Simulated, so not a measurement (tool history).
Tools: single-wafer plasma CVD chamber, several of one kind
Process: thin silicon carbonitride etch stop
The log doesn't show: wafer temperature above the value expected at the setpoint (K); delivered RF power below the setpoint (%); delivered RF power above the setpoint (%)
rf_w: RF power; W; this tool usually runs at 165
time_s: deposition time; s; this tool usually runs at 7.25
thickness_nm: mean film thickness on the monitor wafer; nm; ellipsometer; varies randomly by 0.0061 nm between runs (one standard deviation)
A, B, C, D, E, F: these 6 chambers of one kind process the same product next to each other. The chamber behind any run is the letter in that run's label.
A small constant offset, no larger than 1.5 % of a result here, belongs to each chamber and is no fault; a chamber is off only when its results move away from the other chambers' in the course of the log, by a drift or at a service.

run,hour,rf_w,time_s,hours since the last thermocouple change,hours since the last RF generator calibration,"read-back reference wafer on the same gauge, thickness_nm",thickness_nm
1E,6.0,165,7.25,889.2,334.4,3.1201,3.9045
2D,12.0,165,7.25,1381.6,244.0,3.1189,3.8879
3C,19.9,165,7.25,596.9,166.3,3.1210,3.9245
4F,28.5,165,7.25,351.8,743.9,3.1223,3.8454
5B,35.8,165,7.25,863.7,1206.3,3.1223,3.8764
6A,44.4,165,7.25,1100.3,708.3,3.1229,3.9047
7F,51.7,165,7.25,375.0,767.1,3.1234,3.8656
8B,58.8,165,7.25,886.7,1229.3,3.1241,3.8842
9A,67.3,165,7.25,1123.2,731.2,3.1240,3.8948
10D,72.2,165,7.25,1441.8,304.2,3.1251,3.8987
11E,81.3,150,6.04,964.5,409.7,3.1252,3.1665
12C,90.4,150,6.04,667.4,236.8,3.1248,3.1804
13C,100.4,150,6.04,677.4,246.8,3.1246,3.1848
14F,106.6,150,6.04,429.9,822.0,3.1265,3.1145
15E,113.3,150,6.04,996.5,441.7,3.1276,3.1657
16B,122.8,150,6.04,950.7,1293.3,3.1278,3.1490
17D,129.6,165,7.25,1499.2,361.6,3.1293,3.9023
18A,139.6,165,7.25,1195.5,803.5,3.1280,3.9177
19B,145.8,165,7.25,973.7,1316.3,3.1286,3.8956
20D,150.3,165,7.25,1519.9,382.3,3.1288,3.9090
21E,158.6,165,7.25,1041.8,487.0,3.1306,3.9169
22F,166.8,165,7.25,490.1,882.2,3.1298,3.8610
23A,173.0,165,7.25,1228.9,836.9,3.1309,3.9108
24C,182.3,165,7.25,759.3,328.7,3.1303,3.9398
25C,192.0,165,7.25,769.0,338.4,3.1314,3.9534
26A,197.0,165,7.25,1252.9,860.9,3.1315,3.9032
27D,206.6,165,7.25,1576.2,438.6,3.1324,3.9105
28F,215.3,165,7.25,538.6,930.7,3.1327,3.8564
29E,220.5,165,7.25,1103.7,548.9,3.1331,3.9207
30B,228.4,165,7.25,1056.3,1398.9,3.1339,3.8919
31E,234.0,165,7.25,1117.2,562.4,3.1335,3.9297
32D,242.2,165,7.25,1611.8,474.2,3.1352,3.8963
33A,251.6,165,7.25,1307.5,915.5,3.1334,3.9250
34F,259.0,165,7.25,582.3,974.4,3.1345,3.8668
35C,263.7,165,7.25,840.7,410.1,3.1360,3.9481
36B,271.2,165,7.25,1099.1,1441.7,3.1366,3.8923
37B,278.0,165,7.25,1105.9,1448.5,3.1369,3.8933
38C,286.8,165,6.06,863.8,433.2,3.1366,3.3134
39A,294.5,165,6.06,1350.4,958.4,3.1376,3.2769
40D,300.1,165,6.06,1669.7,532.1,3.1384,3.2668
41E,307.6,165,6.06,1190.8,636.0,3.1392,3.2821
42F,316.1,165,6.06,639.4,1031.5,3.1392,3.2346
43D,323.8,165,6.06,1693.4,555.8,3.1398,3.2707

Has any chamber moved away from the others, gradually or after a service, or does the common gauge drift, or do the chambers differ only by their own small steady offsets? State the chamber and the most likely cause if one applies.

Gauge drift. The chambers move together only on paper, and none stands off.
Likeliest cause: gauge reads high (%) = 0.643.
